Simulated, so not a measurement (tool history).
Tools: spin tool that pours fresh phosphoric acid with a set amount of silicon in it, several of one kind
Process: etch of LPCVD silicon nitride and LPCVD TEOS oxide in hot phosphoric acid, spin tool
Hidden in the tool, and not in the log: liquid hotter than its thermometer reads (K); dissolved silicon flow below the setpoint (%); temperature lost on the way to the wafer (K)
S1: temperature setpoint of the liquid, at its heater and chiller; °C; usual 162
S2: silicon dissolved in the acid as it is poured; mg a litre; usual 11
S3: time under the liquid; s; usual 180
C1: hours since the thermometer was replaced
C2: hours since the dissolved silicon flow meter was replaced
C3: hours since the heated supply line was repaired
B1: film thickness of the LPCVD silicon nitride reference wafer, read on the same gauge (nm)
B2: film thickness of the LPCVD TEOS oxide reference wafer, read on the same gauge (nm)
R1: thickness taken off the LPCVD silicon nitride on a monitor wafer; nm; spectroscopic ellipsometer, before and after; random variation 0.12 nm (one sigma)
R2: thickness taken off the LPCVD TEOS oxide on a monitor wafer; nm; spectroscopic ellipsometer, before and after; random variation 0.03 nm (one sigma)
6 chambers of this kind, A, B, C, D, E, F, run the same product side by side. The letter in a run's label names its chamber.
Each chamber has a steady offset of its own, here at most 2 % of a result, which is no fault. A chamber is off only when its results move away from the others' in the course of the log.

run 1C hour=7.1 | S1=162 S2=11 S3=180 | C1=186 C2=348.6 C3=626.7 | B1=80.027 B2=149.98 | R1=18.025 R2=0.33298
run 2E hour=13.5 | S1=162 S2=11 S3=180 | C1=828.3 C2=1457.8 C3=2245 | B1=79.973 B2=150.02 | R1=18.132 R2=0.31192
run 3A hour=22.4 | S1=162 S2=11 S3=180 | C1=525.2 C2=227.4 C3=1696.3 | B1=80.004 B2=149.99 | R1=18.449 R2=0.3267
run 4D hour=30.2 | S1=162 S2=11 S3=180 | C1=124.2 C2=471.1 C3=46 | B1=79.994 B2=149.99 | R1=18.364 R2=0.34288
run 5F hour=37.1 | S1=162 S2=11 S3=180 | C1=1148.8 C2=1028.3 C3=844.6 | B1=80.002 B2=150.04 | R1=17.868 R2=0.30936
run 6B hour=44.8 | S1=162 S2=11 S3=180 | C1=1464.3 C2=1515.8 C3=265.6 | B1=80.017 B2=149.98 | R1=18.081 R2=0.33925
run 7C hour=51 | S1=162 S2=11 S3=180 | C1=229.9 C2=392.5 C3=670.6 | B1=79.991 B2=150.05 | R1=18.059 R2=0.36622
run 8F hour=56.8 | S1=162 S2=11 S3=180 | C1=1168.5 C2=1048 C3=864.3 | B1=80.02 B2=150 | R1=18.08 R2=0.33479
run 9D hour=61.5 | S1=162 S2=11 S3=180 | C1=155.5 C2=502.4 C3=77.3 | B1=79.977 B2=149.98 | R1=18.46 R2=0.34887
run 10E hour=69.4 | S1=162 S2=11 S3=180 | C1=884.2 C2=1513.7 C3=2300.9 | B1=80.036 B2=149.99 | R1=18.078 R2=0.31851
-- hour=72.3 chamber E: dissolved silicon flow meter replaced
run 11A hour=78 | S1=162 S2=11 S3=180 | C1=580.8 C2=283 C3=1751.9 | B1=79.982 B2=149.98 | R1=18.682 R2=0.33372
run 12B hour=83.9 | S1=162 S2=11 S3=180 | C1=1503.4 C2=1554.9 C3=304.7 | B1=80.007 B2=149.99 | R1=18.323 R2=0.40476
run 13E hour=91.9 | S1=162 S2=11 S3=180 | C1=906.7 C2=19.7 C3=2323.4 | B1=80.001 B2=150.03 | R1=17.981 R2=0.29888
run 14B hour=99.9 | S1=160 S2=11 S3=100 | C1=1519.4 C2=1570.9 C3=320.7 | B1=79.969 B2=149.97 | R1=9.3611 R2=0.14326
run 15C hour=108.5 | S1=160 S2=11 S3=100 | C1=287.4 C2=450 C3=728.1 | B1=79.993 B2=149.96 | R1=9.4865 R2=0.1502
run 16F hour=113.3 | S1=160 S2=11 S3=100 | C1=1225 C2=1104.5 C3=920.8 | B1=80.029 B2=150.01 | R1=9.4536 R2=0.16959
run 17A hour=121.1 | S1=160 S2=11 S3=100 | C1=623.9 C2=326.1 C3=1795 | B1=79.985 B2=150.05 | R1=9.6381 R2=0.16474
run 18D hour=128.3 | S1=160 S2=11 S3=100 | C1=222.3 C2=569.2 C3=144.1 | B1=80.034 B2=150.03 | R1=9.5158 R2=0.1684
run 19D hour=134.5 | S1=160 S2=11 S3=100 | C1=228.5 C2=575.4 C3=150.3 | B1=79.982 B2=150.04 | R1=9.4529 R2=0.171
run 20B hour=138.6 | S1=162 S2=11 S3=180 | C1=1558.1 C2=1609.6 C3=359.4 | B1=80.003 B2=150.02 | R1=18.066 R2=0.34825
run 21A hour=146.1 | S1=162 S2=11 S3=180 | C1=648.9 C2=351.1 C3=1820 | B1=80.014 B2=149.96 | R1=18.54 R2=0.31079
run 22F hour=151.3 | S1=162 S2=11 S3=180 | C1=1263 C2=1142.5 C3=958.8 | B1=79.998 B2=149.98 | R1=17.833 R2=0.34463
run 23E hour=158.5 | S1=162 S2=11 S3=180 | C1=973.3 C2=86.3 C3=2390 | B1=80.006 B2=150.01 | R1=17.888 R2=0.33364
run 24C hour=163.9 | S1=162 S2=11 S3=180 | C1=342.8 C2=505.4 C3=783.5 | B1=80 B2=149.99 | R1=18.252 R2=0.31614
run 25B hour=170.9 | S1=162 S2=11 S3=180 | C1=1590.4 C2=1641.9 C3=391.7 | B1=79.999 B2=149.99 | R1=18.143 R2=0.39346
run 26A hour=176.6 | S1=162 S2=11 S3=180 | C1=679.4 C2=381.6 C3=1850.5 | B1=80.011 B2=150.01 | R1=18.497 R2=0.31665
run 27E hour=183.6 | S1=162 S2=11 S3=180 | C1=998.4 C2=111.4 C3=2415.1 | B1=79.992 B2=150.02 | R1=18.036 R2=0.33698
run 28F hour=189.1 | S1=162 S2=11 S3=180 | C1=1300.8 C2=1180.3 C3=996.6 | B1=80 B2=149.99 | R1=17.996 R2=0.4048
run 29D hour=193.8 | S1=162 S2=11 S3=180 | C1=287.8 C2=634.7 C3=209.6 | B1=79.993 B2=150.02 | R1=18.239 R2=0.34224
run 30C hour=200.7 | S1=162 S2=11 S3=180 | C1=379.6 C2=542.2 C3=820.3 | B1=80.004 B2=150.04 | R1=18.11 R2=0.33943
run 31D hour=207.7 | S1=162 S2=11 S3=180 | C1=301.7 C2=648.6 C3=223.5 | B1=80.024 B2=149.98 | R1=18.293 R2=0.32807
run 32F hour=213.6 | S1=162 S2=11 S3=180 | C1=1325.3 C2=1204.8 C3=1021.1 | B1=80.022 B2=150 | R1=18.142 R2=0.29196
run 33B hour=221.2 | S1=159.5 S2=11 S3=180 | C1=1640.7 C2=1692.2 C3=442 | B1=79.976 B2=149.99 | R1=16.556 R2=0.25843
run 34A hour=225.8 | S1=159.5 S2=11 S3=180 | C1=728.6 C2=430.8 C3=1899.7 | B1=80.006 B2=149.98 | R1=16.932 R2=0.2818
run 35E hour=230.1 | S1=159.5 S2=11 S3=180 | C1=1044.9 C2=157.9 C3=2461.6 | B1=80.001 B2=150.02 | R1=16.634 R2=0.30525
run 36C hour=238.6 | S1=159.5 S2=11 S3=180 | C1=417.5 C2=580.1 C3=858.2 | B1=79.992 B2=149.98 | R1=16.798 R2=0.29873
run 37B hour=245.3 | S1=159.5 S2=11 S3=180 | C1=1664.8 C2=1716.3 C3=466.1 | B1=80.028 B2=149.99 | R1=16.652 R2=0.28783
run 38A hour=251.1 | S1=159.5 S2=11 S3=180 | C1=753.9 C2=456.1 C3=1925 | B1=80.017 B2=149.98 | R1=16.863 R2=0.25339

All 6 chambers run these settings next. Forecast each chamber's results:
run 39A hour=257.5 | S1=162 S2=7.5 S3=180 | R1=? R2=?
run 39B hour=257.5 | S1=162 S2=7.5 S3=180 | R1=? R2=?
run 39C hour=257.5 | S1=162 S2=7.5 S3=180 | R1=? R2=?
run 39D hour=257.5 | S1=162 S2=7.5 S3=180 | R1=? R2=?
run 39E hour=257.5 | S1=162 S2=7.5 S3=180 | R1=? R2=?
run 39F hour=257.5 | S1=162 S2=7.5 S3=180 | R1=? R2=?

run=39A R1=18.335 R2=0.33462
run=39B R1=18.149 R2=0.40499
run=39C R1=18.26 R2=0.35663
run=39D R1=18.182 R2=0.3583
run=39E R1=18.009 R2=0.3868
run=39F R1=17.998 R2=0.36196

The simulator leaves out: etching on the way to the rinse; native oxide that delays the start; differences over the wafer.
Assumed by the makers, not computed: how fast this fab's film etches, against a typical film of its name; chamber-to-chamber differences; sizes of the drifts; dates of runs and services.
